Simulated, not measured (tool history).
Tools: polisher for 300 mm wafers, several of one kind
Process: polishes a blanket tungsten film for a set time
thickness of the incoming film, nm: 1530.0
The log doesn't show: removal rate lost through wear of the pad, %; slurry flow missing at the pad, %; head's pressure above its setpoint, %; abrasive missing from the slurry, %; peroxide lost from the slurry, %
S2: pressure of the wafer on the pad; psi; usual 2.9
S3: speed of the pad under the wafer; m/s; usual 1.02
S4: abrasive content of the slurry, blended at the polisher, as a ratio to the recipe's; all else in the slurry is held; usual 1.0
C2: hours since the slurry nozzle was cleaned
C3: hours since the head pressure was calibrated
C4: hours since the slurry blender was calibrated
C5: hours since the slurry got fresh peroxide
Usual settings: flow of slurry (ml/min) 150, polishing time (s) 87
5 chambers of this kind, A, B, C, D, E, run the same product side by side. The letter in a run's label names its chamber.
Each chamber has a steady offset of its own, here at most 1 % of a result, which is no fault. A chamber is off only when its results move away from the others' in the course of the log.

At hour 10.6: chamber A: slurry tank refilled with fresh slurry and peroxide.
Run 1B, hour 15.3: usual settings; wafers polished on this pad 841; C2 260.7; C3 487.0; C4 101.5; C5 19.6. Result: film removed (angstrom) 3237.9.
At hour 19.7: chamber B: worn pad replaced by a new one.
At hour 24.5: chamber C: slurry tank refilled with fresh slurry and peroxide.
Run 2C, hour 27.1: usual settings; wafers polished on this pad 651; C2 666.2; C3 311.0; C4 67.3; C5 2.6. Result: film removed (angstrom) 3338.4.
At hour 38.5: chamber C: worn pad replaced by a new one.
Run 3A, hour 41.4: usual settings; wafers polished on this pad 578; C2 332.5; C3 311.9; C4 446.8; C5 30.9. Result: film removed (angstrom) 3309.4.
At hour 52.0: chamber D: worn pad replaced by a new one.
At hour 53.3: chamber E: slurry nozzle cleaned.
Run 4E, hour 55.9: usual settings; wafers polished on this pad 1251; C2 2.6; C3 315.3; C4 127.5; C5 62.6. Result: film removed (angstrom) 3228.2.
At hour 63.7: chamber A: worn pad replaced by a new one.
Run 5D, hour 66.6: usual settings; wafers polished on this pad 132; C2 147.5; C3 1045.2; C4 86.8; C5 155.9. Result: film removed (angstrom) 3267.6.
At hour 73.4: chamber E: slurry tank refilled with fresh slurry and peroxide.
At hour 77.9: chamber B: slurry blender recalibrated.
Run 6D, hour 80.5: usual settings but S4 1.2; wafers polished on this pad 258; C2 161.4; C3 1059.1; C4 100.7; C5 169.8. Result: film removed (angstrom) 3534.6.
At hour 89.8: chamber A: slurry blender recalibrated.
At hour 93.4: chamber D: slurry tank refilled with fresh slurry and peroxide.
Run 7B, hour 93.8: usual settings but S4 1.2; wafers polished on this pad 670; C2 339.2; C3 565.5; C4 16.0; C5 98.1. Result: film removed (angstrom) 3399.0.
At hour 101.9: chamber B: worn pad replaced by a new one.
Run 8C, hour 106.5: usual settings but S4 1.2; wafers polished on this pad 615; C2 745.6; C3 390.4; C4 146.7; C5 82.0. Result: film removed (angstrom) 3472.4.
At hour 107.5: chamber B: slurry tank refilled with fresh slurry and peroxide.
At hour 111.8: chamber A: head pressure recalibrated.
Run 9A, hour 114.5: usual settings but S4 1.2; wafers polished on this pad 459; C2 405.6; C3 2.7; C4 24.7; C5 104.0. Result: film removed (angstrom) 3443.6.
Run 10E, hour 124.9: usual settings but S4 1.2; wafers polished on this pad 1875; C2 71.6; C3 384.3; C4 196.5; C5 51.6. Result: film removed (angstrom) 3476.1.
At hour 132.4: chamber C: worn pad replaced by a new one.
Run 11D, hour 138.1: usual settings but flow of slurry (ml/min) 115, S3 1.22 m/s; wafers polished on this pad 779; C2 219.0; C3 1116.7; C4 158.3; C5 44.8. Result: film removed (angstrom) 3746.4.
At hour 141.0: chamber A: worn pad replaced by a new one.
Run 12B, hour 145.9: usual settings but flow of slurry (ml/min) 115, S3 1.22 m/s; wafers polished on this pad 398; C2 391.3; C3 617.6; C4 68.1; C5 38.5. Result: film removed (angstrom) 3685.6.
Run 13A, hour 155.9: usual settings but flow of slurry (ml/min) 115, S3 1.22 m/s; wafers polished on this pad 135; C2 447.0; C3 44.1; C4 66.1; C5 145.4. Result: film removed (angstrom) 3731.2.
At hour 157.6: chamber E: slurry tank refilled with fresh slurry and peroxide.
At hour 160.3: chamber C: slurry nozzle cleaned.
Run 14C, hour 169.6: usual settings but flow of slurry (ml/min) 115, S3 1.22 m/s; wafers polished on this pad 336; C2 9.3; C3 453.5; C4 209.8; C5 145.1. Result: film removed (angstrom) 3785.9.
At hour 171.0: chamber D: worn pad replaced by a new one.
At hour 178.9: chamber C: head pressure recalibrated.
At hour 181.9: chamber C: slurry blender recalibrated.
At hour 182.7: chamber B: worn pad replaced by a new one.
Run 15E, hour 183.9: usual settings but flow of slurry (ml/min) 115, S3 1.22 m/s; wafers polished on this pad 2408; C2 130.6; C3 443.3; C4 255.5; C5 26.4. Result: film removed (angstrom) 3662.6.
At hour 193.7: chamber D: slurry blender recalibrated.
At hour 194.3: chamber B: slurry tank refilled with fresh slurry and peroxide.
At hour 194.5: chamber A: slurry nozzle cleaned.
Run 16E, hour 200.1: usual settings; wafers polished on this pad 2554; C2 146.8; C3 459.5; C4 271.7; C5 42.6. Result: film removed (angstrom) 3193.9.
At hour 200.8: chamber C: slurry tank refilled with fresh slurry and peroxide.
Run 17C, hour 214.4: usual settings; wafers polished on this pad 741; C2 54.1; C3 35.6; C4 32.6; C5 13.6. Result: film removed (angstrom) 3369.4.
At hour 218.5: chamber B: slurry blender recalibrated.
At hour 219.6: chamber A: slurry tank refilled with fresh slurry and peroxide.
At hour 226.0: chamber C: worn pad replaced by a new one.
Run 18A, hour 230.7: usual settings; wafers polished on this pad 811; C2 36.3; C3 118.9; C4 140.9; C5 11.1. Result: film removed (angstrom) 3283.4.
At hour 232.2: chamber A: worn pad replaced by a new one.
Run 19D, hour 246.2: usual settings; wafers polished on this pad 679; C2 327.1; C3 1224.8; C4 52.5; C5 152.9. Result: film removed (angstrom) 3286.2.
At hour 246.4: chamber E: slurry tank refilled with fresh slurry and peroxide.
At hour 256.9: chamber E: slurry blender recalibrated.
Run 20B, hour 259.0: usual settings; wafers polished on this pad 690; C2 504.4; C3 730.7; C4 40.5; C5 64.7. Result: film removed (angstrom) 3272.0.
At hour 262.2: chamber B: worn pad replaced by a new one.
Run 21B, hour 269.9: usual settings; wafers polished on this pad 69; C2 515.3; C3 741.6; C4 51.4; C5 75.6. Result: film removed (angstrom) 3263.5.
Run 22A, hour 280.1: usual settings; wafers polished on this pad 433; C2 85.7; C3 168.3; C4 190.3; C5 60.5. Result: film removed (angstrom) 3311.1.
At hour 282.9: chamber B: slurry tank refilled with fresh slurry and peroxide.
Run 23C, hour 291.1: usual settings; wafers polished on this pad 588; C2 130.8; C3 112.3; C4 109.3; C5 90.3. Result: film removed (angstrom) 3347.9.
At hour 299.5: chamber D: worn pad replaced by a new one.
Run 24D, hour 301.7: usual settings; wafers polished on this pad 20; C2 382.6; C3 1280.3; C4 108.0; C5 208.4. Result: film removed (angstrom) 3319.0.
Run 25E, hour 310.5: usual settings; wafers polished on this pad 3552; C2 257.2; C3 569.9; C4 53.7; C5 64.1. Result: film removed (angstrom) 3135.4.
At hour 313.2: chamber C: worn pad replaced by a new one.
At hour 314.0: chamber D: slurry tank refilled with fresh slurry and peroxide.
Run 26B, hour 320.5: usual settings; wafers polished on this pad 527; C2 565.9; C3 792.2; C4 102.0; C5 37.6. Result: film removed (angstrom) 3310.3.
At hour 320.9: chamber E: slurry tank refilled with fresh slurry and peroxide.
At hour 332.0: chamber A: worn pad replaced by a new one.
Run 27C, hour 335.2: usual settings but polishing time (s) 71; wafers polished on this pad 199; C2 174.9; C3 156.4; C4 153.4; C5 134.4. Result: film removed (angstrom) 2693.3.
Run 28A, hour 348.8: usual settings but polishing time (s) 71; wafers polished on this pad 152; C2 154.4; C3 237.0; C4 259.0; C5 129.2. Result: film removed (angstrom) 2687.0.
At hour 349.0: chamber B: worn pad replaced by a new one.
At hour 351.4: chamber D: slurry nozzle cleaned.
At hour 358.5: chamber B: slurry blender recalibrated.
Run 29D, hour 360.1: usual settings but polishing time (s) 71; wafers polished on this pad 548; C2 8.7; C3 1338.7; C4 166.4; C5 46.2. Result: film removed (angstrom) 2678.2.
At hour 365.1: chamber C: slurry tank refilled with fresh slurry and peroxide.
At hour 368.4: chamber C: slurry blender recalibrated.
Run 30E, hour 371.2: usual settings but polishing time (s) 71; wafers polished on this pad 4101; C2 317.9; C3 630.6; C4 114.4; C5 50.3. Result: film removed (angstrom) 2470.9.
At hour 373.4: chamber B: slurry tank refilled with fresh slurry and peroxide.
At hour 374.2: chamber E: head pressure recalibrated.
Run 31B, hour 380.2: usual settings but polishing time (s) 71; wafers polished on this pad 282; C2 625.6; C3 851.9; C4 21.8; C5 6.8. Result: film removed (angstrom) 2672.9.
At hour 390.4: chamber A: slurry tank refilled with fresh slurry and peroxide.
Run 32C, hour 390.9: usual settings; wafers polished on this pad 702; C2 230.6; C3 212.1; C4 22.6; C5 25.8. Result: film removed (angstrom) 3396.9.
Run 33A, hour 405.2: usual settings; wafers polished on this pad 662; C2 210.8; C3 293.4; C4 315.4; C5 14.8. Result: film removed (angstrom) 3292.6.
At hour 406.0: chamber E: slurry tank refilled with fresh slurry and peroxide.
At hour 407.1: chamber D: head pressure recalibrated.
Run 34E, hour 420.0: usual settings; wafers polished on this pad 4542; C2 366.7; C3 45.9; C4 163.2; C5 14.1. Result: film removed (angstrom) 3035.8.
At hour 422.2: chamber D: slurry blender recalibrated.
At hour 424.8: chamber D: worn pad replaced by a new one.
Run 35D, hour 434.8: usual settings; wafers polished on this pad 91; C2 83.4; C3 27.7; C4 12.6; C5 120.9. Result: film removed (angstrom) 3256.8.

Is one chamber off against the others, does the gauge drift, or is nothing wrong? If a chamber is off, say which, and what the likeliest cause is.

Chamber E drifts away from the others.
Cause: removal rate lost through wear of the pad, % = 8.68.
The log may not tell that from: slurry flow missing at the pad, %.

Here are 4 candidates for chamber E's next run, each the usual settings with a change, their results left as question marks. Which one brings its results back in line with what the others give on the usual settings?
In line means no further than this from the other chambers' mean on the usual settings: film removed (angstrom) 100.0
Run 36E-1, hour 446.6: usual settings but S3 1.12 m/s. Result: film removed (angstrom) ?.
Run 36E-2, hour 446.6: usual settings but S3 1.04 m/s, polishing time (s) 88. Result: film removed (angstrom) ?.
Run 36E-3, hour 446.6: usual settings but S2 2.8 psi, S3 0.96 m/s. Result: film removed (angstrom) ?.
Run 36E-4, hour 446.6: usual settings but S3 1.00 m/s, polishing time (s) 86. Result: film removed (angstrom) ?.

The other chambers' mean on the usual settings: film removed (angstrom) 3285.5
  run  film removed (angstrom)
36E-1                   3293.8
36E-2                   3093.8
36E-3                   2727.6
36E-4                   2907.2
36E-1 brings the chamber back in line.
